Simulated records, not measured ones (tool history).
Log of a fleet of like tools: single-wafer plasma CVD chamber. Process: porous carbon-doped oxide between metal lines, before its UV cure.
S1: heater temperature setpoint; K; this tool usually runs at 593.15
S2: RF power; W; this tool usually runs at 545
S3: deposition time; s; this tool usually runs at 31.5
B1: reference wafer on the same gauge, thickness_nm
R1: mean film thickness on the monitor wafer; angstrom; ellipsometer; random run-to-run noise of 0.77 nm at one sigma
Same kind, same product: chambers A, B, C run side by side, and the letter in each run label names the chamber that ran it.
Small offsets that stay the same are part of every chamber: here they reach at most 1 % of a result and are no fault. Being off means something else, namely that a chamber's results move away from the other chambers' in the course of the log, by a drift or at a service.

Run 1C, hour 4.6: usual settings; B1 161.14. Result: R1 1589.7 angstrom.
Run 2A, hour 10.6: usual settings; B1 160.96. Result: R1 1630.1 angstrom.
Run 3B, hour 15: usual settings; B1 161.22. Result: R1 1612.1 angstrom.
Run 4A, hour 19.2: usual settings; B1 161.02. Result: R1 1618.9 angstrom.
Run 5B, hour 25.3: usual settings; B1 160.96. Result: R1 1623.5 angstrom.
Run 6C, hour 30.4: usual settings; B1 160.99. Result: R1 1600.5 angstrom.
Run 7B, hour 35.4: usual settings; B1 161.06. Result: R1 1614.7 angstrom.
Run 8A, hour 41.2: usual settings; B1 160.96. Result: R1 1620 angstrom.
Run 9C, hour 45.8: usual settings; B1 161.04. Result: R1 1613 angstrom.
Run 10C, hour 51.9: usual settings; B1 160.93. Result: R1 1588.9 angstrom.
Run 11B, hour 60.1: usual settings; B1 161.08. Result: R1 1610.3 angstrom.
Run 12A, hour 68.1: usual settings; B1 161.1. Result: R1 1599.4 angstrom.
Run 13C, hour 74.9: usual settings but S2 640 W, S3 27.2 s; B1 160.96. Result: R1 1531.4 angstrom.
Run 14B, hour 82.3: usual settings but S2 640 W, S3 27.2 s; B1 161.06. Result: R1 1551.2 angstrom.
Run 15A, hour 90.9: usual settings but S2 640 W, S3 27.2 s; B1 161.11. Result: R1 1548.7 angstrom.
Run 16A, hour 97.7: usual settings but S2 470 W; B1 160.9. Result: R1 1445.6 angstrom.
Run 17C, hour 104.6: usual settings but S2 470 W; B1 160.86. Result: R1 1438.4 angstrom.
Run 18B, hour 110.8: usual settings but S2 470 W; B1 160.97. Result: R1 1455.7 angstrom.
Run 19B, hour 117.4: usual settings; B1 160.98. Result: R1 1616.5 angstrom.
Run 20A, hour 122.2: usual settings; B1 161.09. Result: R1 1593.9 angstrom.
Run 21C, hour 130.5: usual settings; B1 161.1. Result: R1 1603.7 angstrom.
Run 22B, hour 135.6: usual settings; B1 160.94. Result: R1 1605.3 angstrom.
Run 23A, hour 143.4: usual settings; B1 161.14. Result: R1 1592.7 angstrom.
Run 24C, hour 149.5: usual settings; B1 161.16. Result: R1 1603.8 angstrom.
Run 25C, hour 153.4: usual settings; B1 160.99. Result: R1 1595.6 angstrom.
Run 26A, hour 158.9: usual settings; B1 160.9. Result: R1 1579.5 angstrom.
Run 27B, hour 163: usual settings; B1 160.85. Result: R1 1615.8 angstrom.
Run 28C, hour 170.7: usual settings; B1 161.01. Result: R1 1613.3 angstrom.
Run 29A, hour 178.8: usual settings; B1 160.91. Result: R1 1583.1 angstrom.
Run 30B, hour 187: usual settings; B1 161.12. Result: R1 1595.2 angstrom.
Run 31A, hour 195.3: usual settings; B1 161.02. Result: R1 1570.2 angstrom.
Run 32C, hour 203.4: usual settings; B1 160.96. Result: R1 1610.3 angstrom.
Run 33B, hour 208.6: usual settings; B1 161.11. Result: R1 1598.9 angstrom.
Run 34C, hour 213.9: usual settings; B1 160.96. Result: R1 1599.6 angstrom.
Run 35A, hour 221.8: usual settings; B1 161.13. Result: R1 1564.4 angstrom.
Run 36B, hour 230.3: usual settings; B1 161.11. Result: R1 1592.4 angstrom.
Run 37A, hour 235.7: usual settings; B1 161.22. Result: R1 1550.1 angstrom.
Run 38B, hour 243.1: usual settings; B1 161. Result: R1 1615.2 angstrom.
Run 39C, hour 250.4: usual settings; B1 160.9. Result: R1 1599.9 angstrom.
Run 40A, hour 254.9: usual settings; B1 160.92. Result: R1 1550.8 angstrom.
Run 41B, hour 261.3: usual settings; B1 161.08. Result: R1 1610.6 angstrom.
Run 42C, hour 265.5: usual settings; B1 160.88. Result: R1 1598.4 angstrom.

Each of the 3 chambers runs these same settings next. Fill in every chamber's results:
Run 43A, hour 271.7: usual settings but S1 598.15 K. Result: R1 ?.
Run 43B, hour 271.7: usual settings but S1 598.15 K. Result: R1 ?.
Run 43C, hour 271.7: usual settings but S1 598.15 K. Result: R1 ?.

run      R1
43A  1512.4
43B  1563.9
43C  1563.2
